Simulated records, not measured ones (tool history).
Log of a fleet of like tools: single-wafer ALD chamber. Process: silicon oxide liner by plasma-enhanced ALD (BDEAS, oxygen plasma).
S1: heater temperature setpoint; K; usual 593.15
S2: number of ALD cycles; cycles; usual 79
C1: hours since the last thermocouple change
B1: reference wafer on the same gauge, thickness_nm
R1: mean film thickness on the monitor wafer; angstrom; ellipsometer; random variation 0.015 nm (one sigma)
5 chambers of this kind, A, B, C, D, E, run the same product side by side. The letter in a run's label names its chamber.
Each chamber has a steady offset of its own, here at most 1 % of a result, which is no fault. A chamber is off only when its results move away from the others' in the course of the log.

{"run": "1B", "hour": 5.0, "S1": 593.15, "S2": 79, "C1": 292.8, "B1": 6.1395, "R1": 71.778}
{"run": "2C", "hour": 13.6, "S1": 593.15, "S2": 79, "C1": 1386.9, "B1": 6.1381, "R1": 72.15}
{"run": "3E", "hour": 17.5, "S1": 593.15, "S2": 79, "C1": 25.4, "B1": 6.1388, "R1": 71.743}
{"run": "4D", "hour": 25.0, "S1": 593.15, "S2": 79, "C1": 688.4, "B1": 6.1374, "R1": 71.323}
{"run": "5A", "hour": 31.3, "S1": 593.15, "S2": 79, "C1": 450.9, "B1": 6.1409, "R1": 71.217}
{"run": "6B", "hour": 39.4, "S1": 607.15, "S2": 91, "C1": 327.2, "B1": 6.1423, "R1": 81.066}
{"run": "7E", "hour": 45.0, "S1": 607.15, "S2": 91, "C1": 52.9, "B1": 6.1377, "R1": 80.843}
{"run": "8C", "hour": 53.6, "S1": 607.15, "S2": 91, "C1": 1426.9, "B1": 6.1405, "R1": 81.154}
{"run": "9A", "hour": 59.7, "S1": 607.15, "S2": 91, "C1": 479.3, "B1": 6.1404, "R1": 80.229}
{"run": "10D", "hour": 65.8, "S1": 607.15, "S2": 91, "C1": 729.2, "B1": 6.141, "R1": 80.779}
{"run": "11E", "hour": 73.9, "S1": 593.15, "S2": 79, "C1": 81.8, "B1": 6.1424, "R1": 71.568}
{"run": "12B", "hour": 79.8, "S1": 593.15, "S2": 79, "C1": 367.6, "B1": 6.1406, "R1": 71.623}
{"run": "13A", "hour": 85.3, "S1": 593.15, "S2": 79, "C1": 504.9, "B1": 6.1394, "R1": 70.911}
{"run": "14C", "hour": 92.3, "S1": 593.15, "S2": 79, "C1": 1465.6, "B1": 6.14, "R1": 72.191}
{"run": "15D", "hour": 99.8, "S1": 593.15, "S2": 79, "C1": 763.2, "B1": 6.1378, "R1": 71.439}
{"run": "16C", "hour": 103.9, "S1": 593.15, "S2": 79, "C1": 1477.2, "B1": 6.1404, "R1": 71.852}
{"run": "17D", "hour": 111.9, "S1": 593.15, "S2": 79, "C1": 775.3, "B1": 6.1424, "R1": 71.17}
{"run": "18B", "hour": 116.7, "S1": 593.15, "S2": 79, "C1": 404.5, "B1": 6.1381, "R1": 71.777}
{"run": "19E", "hour": 125.3, "S1": 593.15, "S2": 79, "C1": 133.2, "B1": 6.1405, "R1": 71.878}
{"run": "20A", "hour": 129.2, "S1": 593.15, "S2": 79, "C1": 548.8, "B1": 6.143, "R1": 70.933}
{"run": "21B", "hour": 135.4, "S1": 593.15, "S2": 79, "C1": 423.2, "B1": 6.138, "R1": 71.888}
{"run": "22C", "hour": 142.6, "S1": 593.15, "S2": 79, "C1": 1515.9, "B1": 6.1436, "R1": 71.744}
{"run": "23A", "hour": 150.2, "S1": 593.15, "S2": 79, "C1": 569.8, "B1": 6.1397, "R1": 70.93}
{"run": "24D", "hour": 155.4, "S1": 593.15, "S2": 79, "C1": 818.8, "B1": 6.1376, "R1": 71.288}
{"run": "25E", "hour": 163.5, "S1": 593.15, "S2": 79, "C1": 171.4, "B1": 6.1394, "R1": 71.368}
{"run": "26E", "hour": 168.8, "S1": 593.15, "S2": 79, "C1": 176.7, "B1": 6.1415, "R1": 71.662}
{"run": "27C", "hour": 175.4, "S1": 593.15, "S2": 79, "C1": 1548.7, "B1": 6.1379, "R1": 71.724}
{"run": "28D", "hour": 179.1, "S1": 593.15, "S2": 79, "C1": 842.5, "B1": 6.1401, "R1": 71.436}
{"run": "29A", "hour": 184.3, "S1": 593.15, "S2": 79, "C1": 603.9, "B1": 6.141, "R1": 71.052}
{"run": "30B", "hour": 188.9, "S1": 606.15, "S2": 79, "C1": 476.7, "B1": 6.1423, "R1": 70.29}
{"hour": 192.1, "done": "chamber D: thermocouple changed; heater temperature recalibrated"}
{"run": "31B", "hour": 195.0, "S1": 606.15, "S2": 79, "C1": 482.8, "B1": 6.1396, "R1": 70.348}
{"run": "32C", "hour": 199.9, "S1": 606.15, "S2": 79, "C1": 1573.2, "B1": 6.1392, "R1": 70.432}
{"run": "33D", "hour": 203.7, "S1": 606.15, "S2": 79, "C1": 11.7, "B1": 6.1379, "R1": 69.836}
{"run": "34E", "hour": 208.5, "S1": 606.15, "S2": 79, "C1": 216.4, "B1": 6.1432, "R1": 70.355}
{"run": "35A", "hour": 215.0, "S1": 593.15, "S2": 79, "C1": 634.6, "B1": 6.141, "R1": 70.58}
{"run": "36A", "hour": 218.9, "S1": 593.15, "S2": 79, "C1": 638.5, "B1": 6.1421, "R1": 70.853}
{"run": "37E", "hour": 225.4, "S1": 583.15, "S2": 70, "C1": 233.3, "B1": 6.1407, "R1": 64.64}
{"run": "38D", "hour": 230.1, "S1": 583.15, "S2": 70, "C1": 38.1, "B1": 6.1387, "R1": 63.876}
{"run": "39B", "hour": 238.3, "S1": 583.15, "S2": 70, "C1": 526.1, "B1": 6.1394, "R1": 64.707}
{"run": "40C", "hour": 242.9, "S1": 583.15, "S2": 70, "C1": 1616.2, "B1": 6.1393, "R1": 64.521}
{"run": "41A", "hour": 251.4, "S1": 583.15, "S2": 70, "C1": 671, "B1": 6.1366, "R1": 63.8}
{"run": "42C", "hour": 255.2, "S1": 593.15, "S2": 79, "C1": 1628.5, "B1": 6.1382, "R1": 72.135}
{"run": "43D", "hour": 260.3, "S1": 593.15, "S2": 79, "C1": 68.3, "B1": 6.141, "R1": 71.123}

All 5 chambers run these settings next. Forecast each chamber's results:
{"run": "44A", "hour": 266.4, "S1": 593.15, "S2": 74, "R1": "?"}
{"run": "44B", "hour": 266.4, "S1": 593.15, "S2": 74, "R1": "?"}
{"run": "44C", "hour": 266.4, "S1": 593.15, "S2": 74, "R1": "?"}
{"run": "44D", "hour": 266.4, "S1": 593.15, "S2": 74, "R1": "?"}
{"run": "44E", "hour": 266.4, "S1": 593.15, "S2": 74, "R1": "?"}

run=44A R1=66.472
run=44B R1=67.15
run=44C R1=67.407
run=44D R1=66.658
run=44E R1=67.275
